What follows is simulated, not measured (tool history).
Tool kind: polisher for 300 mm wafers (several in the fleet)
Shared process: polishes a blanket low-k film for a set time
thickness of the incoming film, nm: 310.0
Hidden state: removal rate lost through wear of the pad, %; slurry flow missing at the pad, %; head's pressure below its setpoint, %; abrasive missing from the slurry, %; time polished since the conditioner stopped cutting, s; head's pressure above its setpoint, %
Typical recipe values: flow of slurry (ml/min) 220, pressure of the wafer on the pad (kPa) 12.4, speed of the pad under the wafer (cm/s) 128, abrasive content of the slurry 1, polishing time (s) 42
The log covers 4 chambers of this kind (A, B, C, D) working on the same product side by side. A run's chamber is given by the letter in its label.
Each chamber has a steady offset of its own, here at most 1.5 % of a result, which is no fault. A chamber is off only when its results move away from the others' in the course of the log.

run	hour	flow of slurry (ml/min)	pressure of the wafer on the pad (kPa)	speed of the pad under the wafer (cm/s)	abrasive content of the slurry	polishing time (s)	wafers polished on this pad	hours since the slurry nozzle was cleaned	hours since the head pressure was calibrated	hours since the slurry blender was calibrated	hours since the conditioning disc was replaced	film removed (Å)
1D	10.9	220	12.4	128	1	42	454	879.0	126.2	263.7	342.1	182.85
2A	17.5	220	12.4	128	1	42	464	300.9	270.5	176.2	300.1	186.42
# hour 19.3: chamber D: slurry blender recalibrated
# hour 21.5: chamber B: conditioning disc replaced and pad reconditioned
3C	26.1	220	12.4	128	1	42	594	330.2	1292.4	40.0	365.7	182.78
4B	31.9	220	12.4	128	1	42	577	131.0	81.8	355.1	10.5	183.07
5A	42.6	220	12.4	128	1	42	663	326.0	295.6	201.3	325.2	180.86
6B	49.7	220	12.4	128	1	42	719	148.8	99.6	372.9	28.3	189.30
# hour 51.1: chamber C: worn pad replaced by a new one
# hour 53.5: chamber B: slurry blender recalibrated
7C	57.2	220	12.4	128	1	42	48	361.3	1323.5	71.1	396.8	185.49
# hour 62.5: chamber C: conditioning disc replaced and pad reconditioned
# hour 64.0: chamber D: slurry nozzle cleaned
8D	65.0	220	12.4	128	1	42	884	1.0	180.3	45.8	396.2	183.77
9D	72.3	220	12.4	128	1	42	941	8.3	187.6	53.1	403.5	185.94
10A	78.5	220	12.4	128	1	42	947	361.9	331.5	237.2	361.1	183.47
# hour 80.2: chamber C: head pressure recalibrated
11C	89.0	220	12.4	128	1	42	301	393.1	8.8	102.9	26.5	207.08
12B	97.5	220	12.4	128	1	42	1098	196.6	147.4	44.0	76.1	183.99
# hour 98.0: chamber A: worn pad replaced by a new one
13D	107.7	220	12.4	128	1	42	1222	43.7	223.0	88.5	438.9	183.25
14A	117.9	285	12.4	128	1	42	158	401.3	370.9	276.6	400.5	190.23
# hour 118.0: chamber B: worn pad replaced by a new one
# hour 125.0: chamber A: slurry blender recalibrated
15C	125.1	285	12.4	128	1	42	587	429.2	44.9	139.0	62.6	208.92
16B	132.2	285	12.4	128	1	42	112	231.3	182.1	78.7	110.8	194.57
# hour 134.9: chamber C: slurry blender recalibrated
# hour 138.8: chamber A: slurry nozzle cleaned
# hour 142.3: chamber B: slurry nozzle cleaned
17C	143.6	285	12.4	128	1	42	734	447.7	63.4	8.8	81.1	210.07
# hour 147.9: chamber D: worn pad replaced by a new one
18A	151.7	220	12.4	128	1	42	426	12.9	404.7	26.8	434.3	183.88
# hour 154.4: chamber C: worn pad replaced by a new one
19D	157.3	220	12.4	128	1	42	74	93.3	272.6	138.1	488.5	186.54
# hour 159.6: chamber A: conditioning disc replaced and pad reconditioned
20B	168.0	220	12.4	128	1	42	396	25.8	217.9	114.5	146.6	186.04
21A	178.5	220	12.4	128	1	42	638	39.7	431.5	53.6	18.9	182.76
22D	188.0	220	12.4	128	1	42	318	124.0	303.3	168.8	519.2	184.04
# hour 198.0: chamber C: slurry nozzle cleaned
23B	198.3	220	12.4	128	1	55	636	56.1	248.2	144.8	176.9	241.90
24C	207.3	220	12.4	128	1	55	419	9.3	127.1	72.5	144.8	266.20

Is one chamber out of step, is the gauge drifting, or do the chambers differ by no more than their own small offsets? For an off chamber, give its letter and the likeliest cause.

Chamber C came out of a service off from its peers and stayed that way.
What lies behind it: head's pressure above its setpoint, % = 10.

Which of the 4 candidates below, each the usual settings with something changed and its results left as question marks, puts chamber C back in line with what the other chambers give on the usual settings?
To be in line, a result may differ from the other chambers' mean on the usual settings by at most: film removed (Å) 7.50
25C-1	215.6	220	13.1	136	1	42						?
25C-2	215.6	220	13.8	128	1	46						?
25C-3	215.6	215	11.0	118	1	42						?
25C-4	215.6	220	11.7	122	1	42						?

Average result of the remaining chambers running the usual settings: film removed (Å) 184.05
run	film removed (Å)
25C-1	225.13
25C-2	247.17
25C-3	168.92
25C-4	184.77
With 25C-4, the chamber falls back in line with the rest.
